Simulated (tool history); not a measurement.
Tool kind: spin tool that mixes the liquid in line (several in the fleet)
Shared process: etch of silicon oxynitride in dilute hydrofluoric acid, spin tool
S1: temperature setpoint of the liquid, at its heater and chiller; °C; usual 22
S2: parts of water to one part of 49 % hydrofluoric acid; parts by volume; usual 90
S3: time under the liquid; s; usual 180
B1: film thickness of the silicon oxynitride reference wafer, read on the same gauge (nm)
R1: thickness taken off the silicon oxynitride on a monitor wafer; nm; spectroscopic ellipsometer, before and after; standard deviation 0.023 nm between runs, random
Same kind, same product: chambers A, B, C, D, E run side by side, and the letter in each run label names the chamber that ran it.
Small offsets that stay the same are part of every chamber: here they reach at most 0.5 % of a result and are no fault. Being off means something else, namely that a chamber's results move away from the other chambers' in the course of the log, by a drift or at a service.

run   hour    S1  S2   S3      B1      R1
 1D   14.4    22  90  180     130   4.352
      18.6  -- chamber E: hydrofluoric acid flow meter replaced
 2C   26.2    22  90  180     130  4.3527
 3B   34.3    22  90  180  130.04  4.3979
 4E   41.3    22  90  180  129.99  4.3678
 5A   51.5  26.5  90  180     130  5.4281
 6A   59.5  26.5  90  180  130.02  5.4284
 7E     70  26.5  90  180  129.99  5.4226
 8D   85.4  26.5  90  180  129.97  5.4664
 9B   98.8  26.5  90  180  129.97  5.4062
10C  106.9    22  90  180  130.01  4.3589
11B  119.9    22  90  180  130.02  4.3687
12D  132.2    22  90  180  129.99  4.3634
13C  145.6    22  90  180  129.97  4.3205
14A  159.5    22  90  180  129.98  4.3501
       169  -- chamber C: thermometer replaced
15E  169.5  26.5  65  180  130.05  7.5519
16B  181.8  26.5  65  180  129.98  7.5755
17C  194.7  26.5  65  180     130  7.5766
18A  203.6  26.5  65  180  130.03  7.6149
19D  211.1  26.5  65  180  130.05  7.5644
20E  226.3    22  90  180  130.02  4.3924
21C  239.6    22  90  180  129.99  4.3075
22E  255.6    22  90  180  129.99  4.3658
23A  266.4    22  90  180  129.94  4.3654
24B  281.7    22  90  180  130.02  4.2061
25D    297    22  90  180     130  4.3637
26E  304.6    22  90  180  129.98  4.3987
27C  311.8    22  90  180  129.99  4.3154
28D    324    22  90  180  129.99  4.3577
29A  340.2    22  90  180  130.02  4.3931
30B    356    22  90  180     130  4.1707
     360.5  -- chamber B: thermometer replaced
31B  369.4    22  90  180  129.97  4.1236
32D  380.9    22  90  180  129.98  4.3826
33C  397.1    22  90  180  130.01  4.3162
34A  405.9    22  90  180  129.99  4.3133
35E  415.9    22  90  180     130  4.3679

Predict what each chamber gives when all 5 of them run the settings below next.
36A  427.6  25.5  90  180       ?
36B  427.6  25.5  90  180       ?
36C  427.6  25.5  90  180       ?
36D  427.6  25.5  90  180       ?
36E  427.6  25.5  90  180       ?

run      R1
36A   5.174
36B  4.8157
36C  5.1683
36D  5.1828
36E  5.1454
